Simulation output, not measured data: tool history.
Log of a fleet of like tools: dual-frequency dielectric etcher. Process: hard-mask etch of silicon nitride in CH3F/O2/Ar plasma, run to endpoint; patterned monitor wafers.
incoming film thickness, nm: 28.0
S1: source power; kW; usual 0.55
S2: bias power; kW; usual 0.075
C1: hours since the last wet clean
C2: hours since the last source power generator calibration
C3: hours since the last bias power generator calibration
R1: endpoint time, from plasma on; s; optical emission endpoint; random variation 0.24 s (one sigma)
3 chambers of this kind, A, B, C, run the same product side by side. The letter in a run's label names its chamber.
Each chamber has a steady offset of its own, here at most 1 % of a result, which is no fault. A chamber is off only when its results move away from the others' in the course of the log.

run	day	S1	S2	C1	C2	C3	R1
1C	0.446	0.55	0.075	555.4	1652.3	942.2	35.551
2B	0.762	0.55	0.075	301.5	890.7	1889.6	35.491
3A	1.112	0.55	0.075	525.9	729.1	193.9	35.287
4A	1.504	0.55	0.075	535.3	738.5	203.3	35.438
5B	1.846	0.55	0.075	327.5	916.7	1915.6	35.766
6C	2.15	0.55	0.069	596.3	1693.2	983.1	36.607
7A	2.492	0.55	0.069	559	762.2	227	36.554
# day 2.562: chamber A: wet clean of the chamber
8C	2.892	0.55	0.069	614.1	1711	1000.9	36.604
9B	3.121	0.55	0.075	358.1	947.3	1946.2	35.4
10C	3.517	0.55	0.075	629.1	1726	1015.9	35.72
11A	3.792	0.55	0.075	29.6	793.4	258.2	35.698
12B	4.046	0.55	0.075	380.3	969.5	1968.4	35.544
13B	4.404	0.55	0.075	388.9	978.1	1977	35.862
14A	4.725	0.55	0.075	52	815.8	280.6	35.722
15C	5.054	0.55	0.075	666	1762.9	1052.8	35.651
16A	5.329	0.55	0.075	66.5	830.3	295.1	35.534
# day 5.696: chamber C: wet clean of the chamber
17C	5.746	0.55	0.075	1.3	1779.5	1069.4	35.961
18B	6.129	0.55	0.075	430.3	1019.5	2018.4	35.306
19A	6.458	0.55	0.075	93.6	857.4	322.2	35.311
20C	6.821	0.55	0.075	27.1	1805.3	1095.2	35.902
21B	7.167	0.55	0.075	455.2	1044.4	2043.3	35.218
22B	7.504	0.55	0.075	463.3	1052.5	2051.4	35.382
23A	7.888	0.55	0.075	127.9	891.7	356.5	35.377
24C	8.346	0.55	0.075	63.7	1841.9	1131.8	35.739
25B	8.646	0.55	0.089	490.7	1079.9	2078.8	33.432
26C	8.921	0.55	0.089	77.5	1855.7	1145.6	33.848
27A	9.208	0.55	0.089	159.6	923.4	388.2	33.354
28C	9.533	0.55	0.075	92.2	1870.4	1160.3	35.617
# day 9.646: chamber B: wet clean of the chamber
29B	9.967	0.55	0.075	7.7	1111.6	2110.5	35.937

What goes on in this fleet: one chamber off, a drifting gauge, or nothing beyond the chambers' own small offsets? Name the chamber and the cause, if any.

No chamber stands off beyond its own small offset, and the gauge holds steady.
